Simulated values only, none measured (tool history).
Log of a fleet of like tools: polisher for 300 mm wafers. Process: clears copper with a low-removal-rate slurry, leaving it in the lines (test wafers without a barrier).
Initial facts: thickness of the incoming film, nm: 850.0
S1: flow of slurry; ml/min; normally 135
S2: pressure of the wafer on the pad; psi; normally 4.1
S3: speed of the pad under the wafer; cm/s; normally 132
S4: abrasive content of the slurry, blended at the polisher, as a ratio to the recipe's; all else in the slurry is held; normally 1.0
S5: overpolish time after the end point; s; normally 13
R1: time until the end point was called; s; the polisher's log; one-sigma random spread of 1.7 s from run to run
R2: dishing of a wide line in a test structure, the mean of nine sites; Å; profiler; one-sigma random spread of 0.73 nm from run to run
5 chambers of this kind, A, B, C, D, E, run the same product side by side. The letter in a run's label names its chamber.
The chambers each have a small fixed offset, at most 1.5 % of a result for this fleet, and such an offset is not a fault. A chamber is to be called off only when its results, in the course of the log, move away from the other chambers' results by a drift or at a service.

run,day,S1,S2,S3,S4,S5,R1,R2
# day 0.012: chamber B: worn pad replaced by a new one
1C,0.283,135,4.1,132,1.0,13,143.01,313.30
2E,0.654,135,4.1,132,1.0,13,140.69,322.68
# day 0.658: chamber A: worn pad replaced by a new one
3D,0.867,135,4.1,132,1.0,13,142.40,326.86
4A,1.196,135,4.1,132,1.0,13,146.04,321.64
# day 1.446: chamber B: slurry blender recalibrated
5B,1.467,135,4.1,132,1.0,16,142.27,345.47
6D,1.812,135,4.1,132,1.0,16,139.91,350.96
7B,2.058,135,4.1,132,1.0,16,141.84,348.04
8C,2.271,135,4.1,132,1.0,16,140.63,356.76
9A,2.479,135,4.1,132,1.0,16,141.66,356.51
10E,2.800,135,4.1,132,1.0,13,143.19,329.25
11A,3.046,135,4.1,132,1.0,13,142.89,315.97
# day 3.150: chamber E: worn pad replaced by a new one
# day 3.188: chamber E: slurry blender recalibrated
12B,3.338,135,4.1,132,1.0,13,146.45,304.95
13E,3.708,100,4.1,132,1.0,19,146.85,368.18
14C,3.888,100,4.1,132,1.0,19,148.18,355.99
15D,4.096,100,4.1,132,1.0,19,150.58,356.47
16B,4.288,100,4.1,132,1.0,19,157.01,344.87
17C,4.521,100,4.1,132,1.0,19,147.70,350.98
18E,4.742,135,4.1,132,1.3,9,134.25,274.01
19A,5.046,135,4.1,132,1.3,9,134.99,281.95
20D,5.325,135,4.1,132,1.3,9,137.09,270.39
21B,5.592,135,4.1,132,1.3,9,137.59,273.62
22E,5.942,135,4.1,132,1.3,9,132.04,263.39
23D,6.117,135,4.1,132,1.0,13,142.81,314.20
# day 6.142: chamber D: slurry nozzle cleaned
24C,6.342,135,4.1,132,1.0,13,139.65,306.38
25A,6.596,135,5.0,132,1.0,10,115.61,322.59
26A,6.883,135,5.0,132,1.0,10,116.76,323.88
# day 7.050: chamber D: slurry blender recalibrated
27E,7.117,135,5.0,132,1.0,10,117.10,309.72
28B,7.496,135,5.0,132,1.0,10,124.55,303.54
29D,7.675,135,5.0,132,1.0,10,114.98,305.89
# day 7.683: chamber D: worn pad replaced by a new one
# day 7.829: chamber E: slurry blender recalibrated
30C,7.950,135,4.1,132,1.0,13,141.45,321.50
31B,8.179,135,4.1,132,1.0,13,151.30,308.46
32A,8.438,135,4.1,132,1.0,13,145.23,326.35
33E,8.762,135,4.1,132,1.0,13,141.31,324.13
34C,9.062,135,4.1,132,1.0,13,139.51,330.51
35D,9.333,135,4.1,132,1.0,13,142.71,308.91
# day 9.475: chamber B: worn pad replaced by a new one
36D,9.567,135,4.1,132,1.0,13,139.45,312.91
# day 9.825: chamber E: worn pad replaced by a new one
37A,9.933,135,4.1,132,1.0,13,143.46,324.73
38E,10.258,135,4.1,132,1.0,13,144.85,321.73
39B,10.438,135,4.1,132,1.0,13,157.02,307.86
# day 10.679: chamber C: slurry blender recalibrated
40C,10.800,135,4.1,132,1.0,13,138.06,301.95

All 5 chambers run these settings next. Forecast each chamber's results:
41A,11.071,135,4.1,132,1.0,13,?,?
41B,11.071,135,4.1,132,1.0,13,?,?
41C,11.071,135,4.1,132,1.0,13,?,?
41D,11.071,135,4.1,132,1.0,13,?,?
41E,11.071,135,4.1,132,1.0,13,?,?

run,R1,R2
41A,142.17,333.47
41B,162.03,307.94
41C,141.91,311.11
41D,140.33,329.20
41E,143.75,323.15
